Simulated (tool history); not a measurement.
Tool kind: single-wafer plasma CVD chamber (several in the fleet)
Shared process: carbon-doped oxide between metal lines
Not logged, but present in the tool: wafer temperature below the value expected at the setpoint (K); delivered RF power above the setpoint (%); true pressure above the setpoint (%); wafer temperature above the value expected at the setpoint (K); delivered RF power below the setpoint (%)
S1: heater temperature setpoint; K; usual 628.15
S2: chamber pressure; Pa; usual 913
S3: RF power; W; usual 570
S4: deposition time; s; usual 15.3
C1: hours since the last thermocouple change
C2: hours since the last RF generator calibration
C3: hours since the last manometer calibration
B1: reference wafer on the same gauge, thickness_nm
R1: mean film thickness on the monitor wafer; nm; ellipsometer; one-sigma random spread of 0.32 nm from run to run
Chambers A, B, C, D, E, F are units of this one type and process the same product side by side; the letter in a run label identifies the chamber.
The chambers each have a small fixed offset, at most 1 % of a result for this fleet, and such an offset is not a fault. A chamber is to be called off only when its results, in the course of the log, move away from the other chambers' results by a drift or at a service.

run,hour,S1,S2,S3,S4,C1,C2,C3,B1,R1
1E,2.5,628.15,913,570,15.3,105.7,125.1,655.2,99.419,87.151
2D,6.5,628.15,913,570,15.3,619.1,698.2,387.9,99.327,87.172
3A,10.2,628.15,913,570,15.3,658.1,2009.3,168.4,99.478,87.132
4F,12.5,628.15,913,570,15.3,521.7,675.1,1407.3,99.300,88.081
5C,15.7,628.15,913,570,15.3,761.0,1101.1,1623.2,99.444,87.143
6B,17.7,628.15,913,570,15.3,2984.2,980.8,1674.1,99.452,88.373
7B,21.7,628.15,913,570,15.3,2988.2,984.8,1678.1,99.473,87.652
8D,23.9,633.15,913,570,14.2,636.5,715.6,405.3,99.436,80.095
9A,26.3,633.15,913,570,14.2,674.2,2025.4,184.5,99.360,80.028
10F,28.6,633.15,913,570,14.2,537.8,691.2,1423.4,99.343,80.922
11C,32.4,633.15,913,570,14.2,777.7,1117.8,1639.9,99.396,80.729
12E,36.0,633.15,913,570,14.2,139.2,158.6,688.7,99.449,80.358
13B,37.9,633.15,913,570,14.2,3004.4,1001.0,1694.3,99.308,80.998
14D,40.9,628.15,913,570,15.3,653.5,732.6,422.3,99.422,87.323
# hour 42.7: chamber C: capacitance manometer re-zeroed and calibrated
15F,43.5,628.15,913,570,15.3,552.7,706.1,1438.3,99.389,88.487
16E,45.6,632.15,913,570,14.0,148.8,168.2,698.3,99.374,78.737
17A,48.1,632.15,913,570,14.0,696.0,2047.2,206.3,99.396,79.064
18C,52.4,632.15,913,570,14.0,797.7,1137.8,9.8,99.305,79.980
19B,54.7,632.15,913,570,14.0,3021.2,1017.8,1711.1,99.446,79.005
20C,58.9,632.15,913,570,14.0,804.2,1144.3,16.3,99.413,79.533
21F,63.2,632.15,913,570,14.0,572.4,725.8,1458.0,99.379,80.117
22E,65.8,628.15,913,570,15.3,169.0,188.4,718.5,99.453,87.561
23A,68.5,628.15,913,570,15.3,716.4,2067.6,226.7,99.363,86.841
24D,71.9,628.15,913,570,15.3,684.5,763.6,453.3,99.444,87.795
25D,74.2,628.15,913,570,15.3,686.8,765.9,455.6,99.402,87.565
26B,77.6,639.15,913,570,15.3,3044.1,1040.7,1734.0,99.419,83.913
27C,80.1,639.15,913,570,15.3,825.4,1165.5,37.5,99.398,85.639
28F,82.3,639.15,913,570,15.3,591.5,744.9,1477.1,99.376,85.476
29A,85.8,639.15,913,570,15.3,733.7,2084.9,244.0,99.449,84.946
# hour 88.8: chamber B: thermocouple changed; heater temperature recalibrated
30E,89.9,639.15,913,570,15.3,193.1,212.5,742.6,99.358,84.141
31C,94.0,639.15,913,570,15.3,839.3,1179.4,51.4,99.340,85.007
32B,96.0,628.15,913,570,15.3,7.2,1059.1,1752.4,99.367,85.065
33F,97.9,628.15,913,570,15.3,607.1,760.5,1492.7,99.524,87.868
34A,101.3,628.15,913,570,15.3,749.2,2100.4,259.5,99.352,86.935
35E,105.1,635.15,913,570,15.3,208.3,227.7,757.8,99.423,85.417
36D,108.7,635.15,913,570,15.3,721.3,800.4,490.1,99.390,85.957
37E,111.1,635.15,913,570,15.3,214.3,233.7,763.8,99.385,85.770
38D,115.1,635.15,913,570,15.3,727.7,806.8,496.5,99.446,86.036
39C,118.6,635.15,913,570,15.3,863.9,1204.0,76.0,99.528,86.549
40F,120.8,635.15,913,570,15.3,630.0,783.4,1515.6,99.415,86.306
41B,124.9,628.15,913,570,15.3,36.1,1088.0,1781.3,99.355,85.036
42A,128.4,628.15,913,570,15.3,776.3,2127.5,286.6,99.388,87.023
43A,131.6,628.15,913,570,15.3,779.5,2130.7,289.8,99.370,86.673

Is one chamber off against the others, does the gauge drift, or is nothing wrong? If a chamber is off, say which, and what the likeliest cause is.

It is chamber B that slowly wanders off from its peers.
Cause: delivered RF power below the setpoint (%) = 5.87.

Below are 4 candidate recipes for chamber B's next run, each the usual settings with a change, their results shown as question marks. Which of them brings B's results back in line with what the other chambers give on the usual settings?
In-line tolerance around the mean of the other chambers on the usual settings: R1 1.100 nm
44B-1,134.7,628.15,912,570,15.1,,,,,?
44B-2,134.7,628.15,905,540,15.3,,,,,?
44B-3,134.7,628.15,915,570,15.5,,,,,?
44B-4,134.7,628.15,916,580,15.6,,,,,?

What the other chambers average on the usual settings: R1 87.550 nm
run,R1
44B-1,83.652
44B-2,81.833
44B-3,85.846
44B-4,87.360
The right change is 44B-4: it brings the chamber back within the allowed miss of the others.
